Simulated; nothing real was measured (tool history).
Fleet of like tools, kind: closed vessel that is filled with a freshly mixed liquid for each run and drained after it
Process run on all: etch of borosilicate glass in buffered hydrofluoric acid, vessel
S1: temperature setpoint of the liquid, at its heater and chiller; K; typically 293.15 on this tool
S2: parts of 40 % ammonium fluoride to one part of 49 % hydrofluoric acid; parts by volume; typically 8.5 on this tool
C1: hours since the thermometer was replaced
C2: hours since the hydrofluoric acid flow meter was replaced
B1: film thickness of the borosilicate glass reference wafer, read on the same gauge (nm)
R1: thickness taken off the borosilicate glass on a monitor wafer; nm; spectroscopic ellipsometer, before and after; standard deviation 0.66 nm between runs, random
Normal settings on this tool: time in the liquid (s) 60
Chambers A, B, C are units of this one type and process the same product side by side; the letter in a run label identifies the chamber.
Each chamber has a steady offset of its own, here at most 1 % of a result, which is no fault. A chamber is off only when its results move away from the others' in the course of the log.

{"run": "1B", "hour": 9.0, "S1": 293.15, "S2": 8.5, "time in the liquid (s)": 60, "C1": 201.2, "C2": 446.6, "B1": 30.012, "R1": 68.22}
{"run": "2A", "hour": 17.9, "S1": 293.15, "S2": 8.5, "time in the liquid (s)": 60, "C1": 731.9, "C2": 1722.6, "B1": 29.984, "R1": 68.506}
{"run": "3C", "hour": 28.3, "S1": 293.15, "S2": 8.5, "time in the liquid (s)": 60, "C1": 320.2, "C2": 614.3, "B1": 29.992, "R1": 68.046}
{"run": "4C", "hour": 35.8, "S1": 293.15, "S2": 8.5, "time in the liquid (s)": 60, "C1": 327.7, "C2": 621.8, "B1": 30.029, "R1": 69.001}
{"run": "5A", "hour": 41.8, "S1": 293.15, "S2": 8.5, "time in the liquid (s)": 60, "C1": 755.8, "C2": 1746.5, "B1": 29.977, "R1": 68.031}
{"run": "6B", "hour": 52.6, "S1": 290.15, "S2": 8.5, "time in the liquid (s)": 60, "C1": 244.8, "C2": 490.2, "B1": 30.01, "R1": 57.315}
{"run": "7C", "hour": 64.3, "S1": 290.15, "S2": 8.5, "time in the liquid (s)": 60, "C1": 356.2, "C2": 650.3, "B1": 29.996, "R1": 57.691}
{"run": "8B", "hour": 72.1, "S1": 290.15, "S2": 8.5, "time in the liquid (s)": 60, "C1": 264.3, "C2": 509.7, "B1": 30.015, "R1": 58.645}
{"run": "9A", "hour": 81.6, "S1": 293.15, "S2": 8.5, "time in the liquid (s)": 60, "C1": 795.6, "C2": 1786.3, "B1": 29.953, "R1": 68.424}
{"run": "10C", "hour": 94.7, "S1": 293.15, "S2": 8.5, "time in the liquid (s)": 60, "C1": 386.6, "C2": 680.7, "B1": 29.983, "R1": 68.079}
{"run": "11B", "hour": 106.1, "S1": 293.15, "S2": 8.5, "time in the liquid (s)": 60, "C1": 298.3, "C2": 543.7, "B1": 29.981, "R1": 69.039}
{"run": "12A", "hour": 119.5, "S1": 293.15, "S2": 8.5, "time in the liquid (s)": 60, "C1": 833.5, "C2": 1824.2, "B1": 30.036, "R1": 69.447}
{"run": "13B", "hour": 126.4, "S1": 293.15, "S2": 8.5, "time in the liquid (s)": 45, "C1": 318.6, "C2": 564, "B1": 29.973, "R1": 53.235}
{"run": "14A", "hour": 139.2, "S1": 293.15, "S2": 8.5, "time in the liquid (s)": 45, "C1": 853.2, "C2": 1843.9, "B1": 30.006, "R1": 50.507}
{"run": "15C", "hour": 147.7, "S1": 293.15, "S2": 8.5, "time in the liquid (s)": 45, "C1": 439.6, "C2": 733.7, "B1": 30.009, "R1": 52.492}
{"run": "16C", "hour": 161.3, "S1": 293.15, "S2": 8.5, "time in the liquid (s)": 60, "C1": 453.2, "C2": 747.3, "B1": 29.997, "R1": 68.566}
{"run": "17B", "hour": 169.0, "S1": 293.15, "S2": 8.5, "time in the liquid (s)": 60, "C1": 361.2, "C2": 606.6, "B1": 30.006, "R1": 70.91}
{"run": "18A", "hour": 178.6, "S1": 293.15, "S2": 8.5, "time in the liquid (s)": 60, "C1": 892.6, "C2": 1883.3, "B1": 30.003, "R1": 67.967}
{"run": "19B", "hour": 190.0, "S1": 293.15, "S2": 8.5, "time in the liquid (s)": 60, "C1": 382.2, "C2": 627.6, "B1": 29.989, "R1": 73.051}
{"run": "20C", "hour": 202.1, "S1": 293.15, "S2": 8.5, "time in the liquid (s)": 60, "C1": 494, "C2": 788.1, "B1": 30.001, "R1": 68.334}
{"run": "21A", "hour": 215.0, "S1": 293.15, "S2": 8.5, "time in the liquid (s)": 60, "C1": 929, "C2": 1919.7, "B1": 30.008, "R1": 68.64}
{"run": "22B", "hour": 225.0, "S1": 293.15, "S2": 8.5, "time in the liquid (s)": 60, "C1": 417.2, "C2": 662.6, "B1": 29.968, "R1": 72.555}
{"run": "23C", "hour": 233.8, "S1": 297.65, "S2": 8.5, "time in the liquid (s)": 75, "C1": 525.7, "C2": 819.8, "B1": 29.986, "R1": 110.13}
{"run": "24A", "hour": 244.4, "S1": 297.65, "S2": 8.5, "time in the liquid (s)": 75, "C1": 958.4, "C2": 1949.1, "B1": 29.964, "R1": 107.77}

Predict what each chamber gives when all 3 of them run the settings below next.
{"run": "25A", "hour": 254.1, "S1": 293.15, "S2": 6, "time in the liquid (s)": 60, "R1": "?"}
{"run": "25B", "hour": 254.1, "S1": 293.15, "S2": 6, "time in the liquid (s)": 60, "R1": "?"}
{"run": "25C", "hour": 254.1, "S1": 293.15, "S2": 6, "time in the liquid (s)": 60, "R1": "?"}

run=25A R1=97.598
run=25B R1=108.72
run=25C R1=96.684

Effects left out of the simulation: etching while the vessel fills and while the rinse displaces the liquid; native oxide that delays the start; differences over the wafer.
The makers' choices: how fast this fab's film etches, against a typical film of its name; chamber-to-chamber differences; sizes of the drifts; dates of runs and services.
